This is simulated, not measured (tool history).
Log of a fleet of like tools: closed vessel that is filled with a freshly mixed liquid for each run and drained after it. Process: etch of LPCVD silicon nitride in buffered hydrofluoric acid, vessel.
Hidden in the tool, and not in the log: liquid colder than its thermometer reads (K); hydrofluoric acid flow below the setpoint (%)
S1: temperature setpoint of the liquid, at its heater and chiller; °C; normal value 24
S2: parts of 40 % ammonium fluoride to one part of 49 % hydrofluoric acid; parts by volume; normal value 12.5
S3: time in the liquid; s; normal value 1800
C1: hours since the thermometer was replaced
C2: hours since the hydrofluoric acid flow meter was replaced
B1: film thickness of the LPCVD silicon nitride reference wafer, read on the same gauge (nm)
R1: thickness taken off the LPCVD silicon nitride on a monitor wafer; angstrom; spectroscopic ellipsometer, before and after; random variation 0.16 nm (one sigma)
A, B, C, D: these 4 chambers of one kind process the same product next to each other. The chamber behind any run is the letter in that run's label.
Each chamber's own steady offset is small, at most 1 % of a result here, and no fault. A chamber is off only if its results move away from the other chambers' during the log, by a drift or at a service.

{"run": "1B", "day": 0.217, "S1": 24, "S2": 12.5, "S3": 1800, "C1": 483.2, "C2": 423.7, "B1": 50.011, "R1": 188.94}
{"run": "2C", "day": 0.325, "S1": 24, "S2": 12.5, "S3": 1800, "C1": 612.8, "C2": 291.8, "B1": 50.001, "R1": 191.19}
{"run": "3A", "day": 0.458, "S1": 24, "S2": 12.5, "S3": 1800, "C1": 1989.3, "C2": 1046.5, "B1": 49.978, "R1": 189.57}
{"run": "4D", "day": 0.667, "S1": 24, "S2": 12.5, "S3": 1800, "C1": 522.7, "C2": 655.3, "B1": 50.0, "R1": 194.02}
{"run": "5B", "day": 0.796, "S1": 24, "S2": 12.5, "S3": 1800, "C1": 497.1, "C2": 437.6, "B1": 49.99, "R1": 193.97}
{"run": "6A", "day": 0.996, "S1": 24, "S2": 12.5, "S3": 1800, "C1": 2002.2, "C2": 1059.4, "B1": 50.001, "R1": 189.69}
{"run": "7C", "day": 1.229, "S1": 24, "S2": 12.5, "S3": 1800, "C1": 634.5, "C2": 313.5, "B1": 50.002, "R1": 189.16}
{"run": "8D", "day": 1.417, "S1": 24, "S2": 12.5, "S3": 1800, "C1": 540.7, "C2": 673.3, "B1": 49.997, "R1": 193.71}
{"run": "9C", "day": 1.638, "S1": 24, "S2": 16.0, "S3": 1800, "C1": 644.3, "C2": 323.3, "B1": 50.006, "R1": 149.46}
{"run": "10D", "day": 1.746, "S1": 24, "S2": 16.0, "S3": 1800, "C1": 548.6, "C2": 681.2, "B1": 50.0, "R1": 150.24}
{"run": "11A", "day": 1.929, "S1": 24, "S2": 16.0, "S3": 1800, "C1": 2024.6, "C2": 1081.8, "B1": 50.007, "R1": 148.0}
{"run": "12B", "day": 2.108, "S1": 24, "S2": 16.0, "S3": 1800, "C1": 528.6, "C2": 469.1, "B1": 50.003, "R1": 148.9}
{"run": "13B", "day": 2.292, "S1": 24, "S2": 12.5, "S3": 1800, "C1": 533.0, "C2": 473.5, "B1": 50.006, "R1": 185.85}
{"run": "14D", "day": 2.467, "S1": 24, "S2": 12.5, "S3": 1800, "C1": 565.9, "C2": 698.5, "B1": 49.993, "R1": 194.55}
{"run": "15C", "day": 2.617, "S1": 24, "S2": 12.5, "S3": 1800, "C1": 667.8, "C2": 346.8, "B1": 50.001, "R1": 190.01}
{"run": "16A", "day": 2.821, "S1": 24, "S2": 12.5, "S3": 1800, "C1": 2046.0, "C2": 1103.2, "B1": 50.002, "R1": 189.82}
{"run": "17A", "day": 3.067, "S1": 24, "S2": 12.5, "S3": 1800, "C1": 2051.9, "C2": 1109.1, "B1": 49.998, "R1": 190.25}
{"run": "18B", "day": 3.183, "S1": 24, "S2": 12.5, "S3": 1800, "C1": 554.4, "C2": 494.9, "B1": 50.013, "R1": 183.19}
{"run": "19C", "day": 3.362, "S1": 24, "S2": 12.5, "S3": 1800, "C1": 685.7, "C2": 364.7, "B1": 49.992, "R1": 191.04}
{"run": "20D", "day": 3.55, "S1": 24, "S2": 12.5, "S3": 1800, "C1": 591.9, "C2": 724.5, "B1": 50.009, "R1": 193.1}
{"run": "21B", "day": 3.742, "S1": 24, "S2": 12.5, "S3": 1800, "C1": 567.8, "C2": 508.3, "B1": 49.999, "R1": 179.8}
{"run": "22C", "day": 3.917, "S1": 24, "S2": 12.5, "S3": 1800, "C1": 699.0, "C2": 378.0, "B1": 49.996, "R1": 186.98}
{"run": "23D", "day": 4.146, "S1": 24, "S2": 12.5, "S3": 1800, "C1": 606.2, "C2": 738.8, "B1": 50.027, "R1": 192.46}
{"day": 4.212, "done": "chamber A: hydrofluoric acid flow meter replaced"}
{"run": "24A", "day": 4.3, "S1": 24, "S2": 12.5, "S3": 1800, "C1": 2081.5, "C2": 2.2, "B1": 50.001, "R1": 190.36}
{"run": "25A", "day": 4.442, "S1": 24, "S2": 12.5, "S3": 1800, "C1": 2084.9, "C2": 5.6, "B1": 49.959, "R1": 192.12}
{"run": "26B", "day": 4.6, "S1": 24, "S2": 12.5, "S3": 1800, "C1": 588.4, "C2": 528.9, "B1": 50.033, "R1": 174.78}
{"run": "27C", "day": 4.758, "S1": 24, "S2": 12.5, "S3": 1800, "C1": 719.2, "C2": 398.2, "B1": 49.992, "R1": 191.02}
{"run": "28D", "day": 4.912, "S1": 24, "S2": 12.5, "S3": 1800, "C1": 624.6, "C2": 757.2, "B1": 49.986, "R1": 189.49}
{"day": 4.962, "done": "chamber C: thermometer replaced"}
{"run": "29C", "day": 5.112, "S1": 24, "S2": 12.5, "S3": 1800, "C1": 3.6, "C2": 406.7, "B1": 49.987, "R1": 192.49}
{"run": "30D", "day": 5.279, "S1": 24, "S2": 12.5, "S3": 1800, "C1": 633.4, "C2": 766.0, "B1": 49.987, "R1": 190.01}
{"run": "31B", "day": 5.392, "S1": 24, "S2": 12.5, "S3": 1800, "C1": 607.4, "C2": 547.9, "B1": 49.999, "R1": 172.82}

Is one chamber off against the others, does the gauge drift, or is nothing wrong? If a chamber is off, say which, and what the likeliest cause is.

One chamber, B, drifts off from the rest bit by bit.
Most likely cause: hydrofluoric acid flow below the setpoint (%) = 10.7.
The log may not separate it from: liquid colder than its thermometer reads (K).

Below are 4 candidate recipes for chamber B's next run, each the usual settings with a change, their results shown as question marks. Which of them brings B's results back in line with what the other chambers give on the usual settings?
In-line tolerance around the mean of the other chambers on the usual settings: R1 5.50 angstrom
{"run": "32B-1", "day": 5.571, "S1": 24, "S2": 12.5, "S3": 1595, "R1": "?"}
{"run": "32B-2", "day": 5.571, "S1": 24, "S2": 16.0, "S3": 1800, "R1": "?"}
{"run": "32B-3", "day": 5.571, "S1": 24, "S2": 12.5, "S3": 2280, "R1": "?"}
{"run": "32B-4", "day": 5.571, "S1": 24, "S2": 12.0, "S3": 1940, "R1": "?"}

Mean of the other chambers on the usual settings: R1 191.38 angstrom
run=32B-1 R1=151.46
run=32B-2 R1=133.65
run=32B-3 R1=216.50
run=32B-4 R1=191.86
32B-4 puts the chamber back in line with the other chambers.

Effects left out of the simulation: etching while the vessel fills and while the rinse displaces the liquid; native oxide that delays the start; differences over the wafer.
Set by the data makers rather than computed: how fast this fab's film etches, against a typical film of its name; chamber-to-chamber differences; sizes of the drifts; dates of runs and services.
